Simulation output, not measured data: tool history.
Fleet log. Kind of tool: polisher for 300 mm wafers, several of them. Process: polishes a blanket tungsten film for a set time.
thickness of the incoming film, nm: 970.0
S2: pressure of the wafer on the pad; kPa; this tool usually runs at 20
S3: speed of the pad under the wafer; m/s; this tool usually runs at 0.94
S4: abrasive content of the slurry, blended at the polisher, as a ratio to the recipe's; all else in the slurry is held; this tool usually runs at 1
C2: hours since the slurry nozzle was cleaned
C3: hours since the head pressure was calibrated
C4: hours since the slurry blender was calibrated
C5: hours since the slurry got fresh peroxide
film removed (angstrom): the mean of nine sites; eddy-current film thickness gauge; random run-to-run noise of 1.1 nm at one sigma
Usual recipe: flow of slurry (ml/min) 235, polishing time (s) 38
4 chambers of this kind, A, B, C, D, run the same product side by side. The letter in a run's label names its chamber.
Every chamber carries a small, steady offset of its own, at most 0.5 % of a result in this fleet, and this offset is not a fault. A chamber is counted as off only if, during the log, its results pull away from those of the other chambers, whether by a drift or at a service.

{"run": "1A", "hour": 3.3, "flow of slurry (ml/min)": 235, "S2": 20, "S3": 0.94, "S4": 1, "polishing time (s)": 38, "wafers polished on this pad": 121, "C2": 844.9, "C3": 566.2, "C4": 319.2, "C5": 77.5, "film removed (angstrom)": 1145.7}
{"run": "2C", "hour": 9.9, "flow of slurry (ml/min)": 235, "S2": 20, "S3": 0.94, "S4": 1, "polishing time (s)": 38, "wafers polished on this pad": 311, "C2": 429.1, "C3": 831.6, "C4": 300, "C5": 52.1, "film removed (angstrom)": 1121.8}
{"run": "3B", "hour": 16.5, "flow of slurry (ml/min)": 235, "S2": 20, "S3": 0.94, "S4": 1, "polishing time (s)": 38, "wafers polished on this pad": 592, "C2": 75.2, "C3": 211, "C4": 57.8, "C5": 25, "film removed (angstrom)": 1114.9}
{"run": "4D", "hour": 21.4, "flow of slurry (ml/min)": 235, "S2": 20, "S3": 0.94, "S4": 1, "polishing time (s)": 38, "wafers polished on this pad": 853, "C2": 505, "C3": 474.2, "C4": 147.2, "C5": 89.3, "film removed (angstrom)": 1126.8}
{"hour": 22.8, "done": "chamber B: worn pad replaced by a new one"}
{"hour": 25.6, "done": "chamber C: slurry tank refilled with fresh slurry and peroxide"}
{"run": "5C", "hour": 27.5, "flow of slurry (ml/min)": 235, "S2": 20, "S3": 0.94, "S4": 1, "polishing time (s)": 38, "wafers polished on this pad": 606, "C2": 446.7, "C3": 849.2, "C4": 317.6, "C5": 1.9, "film removed (angstrom)": 1145.4}
{"run": "6D", "hour": 32.2, "flow of slurry (ml/min)": 235, "S2": 20, "S3": 0.94, "S4": 1, "polishing time (s)": 38, "wafers polished on this pad": 1034, "C2": 515.8, "C3": 485, "C4": 158, "C5": 100.1, "film removed (angstrom)": 1123.8}
{"run": "7A", "hour": 36.9, "flow of slurry (ml/min)": 235, "S2": 20, "S3": 0.94, "S4": 1, "polishing time (s)": 38, "wafers polished on this pad": 684, "C2": 878.5, "C3": 599.8, "C4": 352.8, "C5": 111.1, "film removed (angstrom)": 1122.8}
{"hour": 41.4, "done": "chamber D: slurry blender recalibrated"}
{"run": "8B", "hour": 43.3, "flow of slurry (ml/min)": 235, "S2": 20, "S3": 1.18, "S4": 1, "polishing time (s)": 38, "wafers polished on this pad": 344, "C2": 102, "C3": 237.8, "C4": 84.6, "C5": 51.8, "film removed (angstrom)": 1396.8}
{"run": "9D", "hour": 48.9, "flow of slurry (ml/min)": 235, "S2": 20, "S3": 1.18, "S4": 1, "polishing time (s)": 38, "wafers polished on this pad": 1314, "C2": 532.5, "C3": 501.7, "C4": 7.5, "C5": 116.8, "film removed (angstrom)": 1429.3}
{"hour": 49.6, "done": "chamber A: slurry nozzle cleaned"}
{"run": "10C", "hour": 54.1, "flow of slurry (ml/min)": 235, "S2": 20, "S3": 1.18, "S4": 1, "polishing time (s)": 38, "wafers polished on this pad": 1051, "C2": 473.3, "C3": 875.8, "C4": 344.2, "C5": 28.5, "film removed (angstrom)": 1433.8}
{"run": "11A", "hour": 58.3, "flow of slurry (ml/min)": 235, "S2": 20, "S3": 1.18, "S4": 1, "polishing time (s)": 38, "wafers polished on this pad": 1043, "C2": 8.7, "C3": 621.2, "C4": 374.2, "C5": 132.5, "film removed (angstrom)": 1406.4}
{"run": "12B", "hour": 62.3, "flow of slurry (ml/min)": 300, "S2": 20, "S3": 1.1, "S4": 1, "polishing time (s)": 38, "wafers polished on this pad": 662, "C2": 121, "C3": 256.8, "C4": 103.6, "C5": 70.8, "film removed (angstrom)": 1349.4}
{"hour": 65.6, "done": "chamber A: worn pad replaced by a new one"}
{"hour": 67.7, "done": "chamber B: worn pad replaced by a new one"}
{"run": "13B", "hour": 68.4, "flow of slurry (ml/min)": 300, "S2": 20, "S3": 1.1, "S4": 1, "polishing time (s)": 38, "wafers polished on this pad": 11, "C2": 127.1, "C3": 262.9, "C4": 109.7, "C5": 76.9, "film removed (angstrom)": 1374.7}
{"hour": 69.3, "done": "chamber C: worn pad replaced by a new one"}
{"run": "14A", "hour": 72.4, "flow of slurry (ml/min)": 300, "S2": 20, "S3": 1.1, "S4": 1, "polishing time (s)": 38, "wafers polished on this pad": 114, "C2": 22.8, "C3": 635.3, "C4": 388.3, "C5": 146.6, "film removed (angstrom)": 1342.9}
{"hour": 72.8, "done": "chamber A: slurry tank refilled with fresh slurry and peroxide"}
{"run": "15C", "hour": 77.8, "flow of slurry (ml/min)": 300, "S2": 20, "S3": 1.1, "S4": 1, "polishing time (s)": 38, "wafers polished on this pad": 142, "C2": 497, "C3": 899.5, "C4": 367.9, "C5": 52.2, "film removed (angstrom)": 1365}
{"hour": 81.2, "done": "chamber B: slurry blender recalibrated"}
{"run": "16D", "hour": 81.8, "flow of slurry (ml/min)": 235, "S2": 20, "S3": 0.94, "S4": 1, "polishing time (s)": 38, "wafers polished on this pad": 1865, "C2": 565.4, "C3": 534.6, "C4": 40.4, "C5": 149.7, "film removed (angstrom)": 1111.4}
{"hour": 84.8, "done": "chamber C: slurry blender recalibrated"}
{"hour": 85.8, "done": "chamber C: slurry tank refilled with fresh slurry and peroxide"}
{"run": "17A", "hour": 87.8, "flow of slurry (ml/min)": 235, "S2": 20, "S3": 0.94, "S4": 1, "polishing time (s)": 38, "wafers polished on this pad": 372, "C2": 38.2, "C3": 650.7, "C4": 403.7, "C5": 15, "film removed (angstrom)": 1129.3}
{"run": "18C", "hour": 91.0, "flow of slurry (ml/min)": 235, "S2": 20, "S3": 0.94, "S4": 1, "polishing time (s)": 38, "wafers polished on this pad": 363, "C2": 510.2, "C3": 912.7, "C4": 6.2, "C5": 5.2, "film removed (angstrom)": 1144.3}
{"run": "19D", "hour": 95.4, "flow of slurry (ml/min)": 235, "S2": 20, "S3": 0.94, "S4": 1, "polishing time (s)": 38, "wafers polished on this pad": 2093, "C2": 579, "C3": 548.2, "C4": 54, "C5": 163.3, "film removed (angstrom)": 1118}
{"run": "20B", "hour": 99.1, "flow of slurry (ml/min)": 235, "S2": 20, "S3": 0.94, "S4": 1, "polishing time (s)": 38, "wafers polished on this pad": 526, "C2": 157.8, "C3": 293.6, "C4": 18, "C5": 107.6, "film removed (angstrom)": 1128.7}
{"hour": 103.8, "done": "chamber B: slurry tank refilled with fresh slurry and peroxide"}
{"run": "21C", "hour": 104.0, "flow of slurry (ml/min)": 235, "S2": 20, "S3": 0.94, "S4": 1, "polishing time (s)": 38, "wafers polished on this pad": 581, "C2": 523.2, "C3": 925.7, "C4": 19.2, "C5": 18.2, "film removed (angstrom)": 1123.8}
{"hour": 107.3, "done": "chamber D: slurry tank refilled with fresh slurry and peroxide"}
{"run": "22D", "hour": 108.8, "flow of slurry (ml/min)": 235, "S2": 20, "S3": 0.94, "S4": 1, "polishing time (s)": 38, "wafers polished on this pad": 2318, "C2": 592.4, "C3": 561.6, "C4": 67.4, "C5": 1.5, "film removed (angstrom)": 1101.7}
{"hour": 111.2, "done": "chamber B: worn pad replaced by a new one"}
{"hour": 112.7, "done": "chamber C: head pressure recalibrated"}
{"hour": 113.5, "done": "chamber A: slurry blender recalibrated"}
{"run": "23A", "hour": 115.1, "flow of slurry (ml/min)": 235, "S2": 20, "S3": 0.94, "S4": 1, "polishing time (s)": 38, "wafers polished on this pad": 830, "C2": 65.5, "C3": 678, "C4": 1.6, "C5": 42.3, "film removed (angstrom)": 1126.2}
{"run": "24B", "hour": 120.3, "flow of slurry (ml/min)": 235, "S2": 20, "S3": 0.94, "S4": 1, "polishing time (s)": 38, "wafers polished on this pad": 152, "C2": 179, "C3": 314.8, "C4": 39.2, "C5": 16.6, "film removed (angstrom)": 1113.7}
{"hour": 125.0, "done": "chamber D: slurry nozzle cleaned"}
{"run": "25A", "hour": 127.0, "flow of slurry (ml/min)": 235, "S2": 20, "S3": 0.94, "S4": 1, "polishing time (s)": 38, "wafers polished on this pad": 1029, "C2": 77.4, "C3": 689.9, "C4": 13.5, "C5": 54.2, "film removed (angstrom)": 1107.9}
{"hour": 128.5, "done": "chamber A: worn pad replaced by a new one"}
{"run": "26D", "hour": 131.2, "flow of slurry (ml/min)": 235, "S2": 20, "S3": 0.94, "S4": 1, "polishing time (s)": 38, "wafers polished on this pad": 2693, "C2": 6.2, "C3": 584, "C4": 89.8, "C5": 23.9, "film removed (angstrom)": 1060.7}
{"run": "27B", "hour": 134.6, "flow of slurry (ml/min)": 235, "S2": 20, "S3": 0.94, "S4": 1, "polishing time (s)": 38, "wafers polished on this pad": 392, "C2": 193.3, "C3": 329.1, "C4": 53.5, "C5": 30.9, "film removed (angstrom)": 1140.2}
{"run": "28C", "hour": 140.2, "flow of slurry (ml/min)": 235, "S2": 20, "S3": 0.94, "S4": 1, "polishing time (s)": 38, "wafers polished on this pad": 1188, "C2": 559.4, "C3": 27.6, "C4": 55.4, "C5": 54.4, "film removed (angstrom)": 1112.6}
{"run": "29A", "hour": 146.8, "flow of slurry (ml/min)": 235, "S2": 20, "S3": 0.94, "S4": 1, "polishing time (s)": 38, "wafers polished on this pad": 308, "C2": 97.2, "C3": 709.7, "C4": 33.3, "C5": 74, "film removed (angstrom)": 1134.5}
{"run": "30B", "hour": 150.3, "flow of slurry (ml/min)": 235, "S2": 20, "S3": 0.94, "S4": 1, "polishing time (s)": 38, "wafers polished on this pad": 655, "C2": 209, "C3": 344.8, "C4": 69.2, "C5": 46.6, "film removed (angstrom)": 1120.8}
{"hour": 151.5, "done": "chamber C: slurry tank refilled with fresh slurry and peroxide"}
{"hour": 152.5, "done": "chamber C: worn pad replaced by a new one"}
{"run": "31D", "hour": 154.3, "flow of slurry (ml/min)": 235, "S2": 20, "S3": 0.94, "S4": 1, "polishing time (s)": 38, "wafers polished on this pad": 3080, "C2": 29.3, "C3": 607.1, "C4": 112.9, "C5": 47, "film removed (angstrom)": 1053.1}
{"run": "32C", "hour": 160.3, "flow of slurry (ml/min)": 235, "S2": 20, "S3": 0.94, "S4": 1, "polishing time (s)": 38, "wafers polished on this pad": 131, "C2": 579.5, "C3": 47.7, "C4": 75.5, "C5": 8.9, "film removed (angstrom)": 1129.7}
{"run": "33D", "hour": 164.5, "flow of slurry (ml/min)": 235, "S2": 20, "S3": 0.94, "S4": 1, "polishing time (s)": 38, "wafers polished on this pad": 3251, "C2": 39.5, "C3": 617.3, "C4": 123.1, "C5": 57.2, "film removed (angstrom)": 1053.2}

Does one chamber stand apart from the rest, does the shared gauge drift, or is all well apart from small per-chamber offsets? Give the chamber and the most likely cause, where there is one.

Chamber D drifts away from the others.
What lies behind it: removal rate lost through wear of the pad, % = 6.47.
From this log alone, it may not be told apart from: head's pressure below its setpoint, %; abrasive missing from the slurry, %.

Chamber D could run next with any of the 4 candidate recipes listed below; each alters the usual settings, and their results appear as question marks. Which one brings its results back in line with what the other chambers deliver on the usual settings?
Maximum distance from the other chambers' mean on the usual settings for a result to count as in line: film removed (angstrom) 37
{"run": "34D-1", "hour": 169.3, "flow of slurry (ml/min)": 235, "S2": 19.3, "S3": 0.94, "S4": 1, "polishing time (s)": 37, "film removed (angstrom)": "?"}
{"run": "34D-2", "hour": 169.3, "flow of slurry (ml/min)": 235, "S2": 20.7, "S3": 0.96, "S4": 1, "polishing time (s)": 39, "film removed (angstrom)": "?"}
{"run": "34D-3", "hour": 169.3, "flow of slurry (ml/min)": 235, "S2": 20, "S3": 0.82, "S4": 1, "polishing time (s)": 38, "film removed (angstrom)": "?"}
{"run": "34D-4", "hour": 169.3, "flow of slurry (ml/min)": 235, "S2": 21.4, "S3": 0.98, "S4": 1, "polishing time (s)": 40, "film removed (angstrom)": "?"}

What the other chambers average on the usual settings: film removed (angstrom) 1128.3
run=34D-1 film_removed_(angstrom)=987.42
run=34D-2 film_removed_(angstrom)=1139.2
run=34D-3 film_removed_(angstrom)=914.9
run=34D-4 film_removed_(angstrom)=1232.9
The answer is 34D-2, which returns the chamber to within the allowed miss of the others.
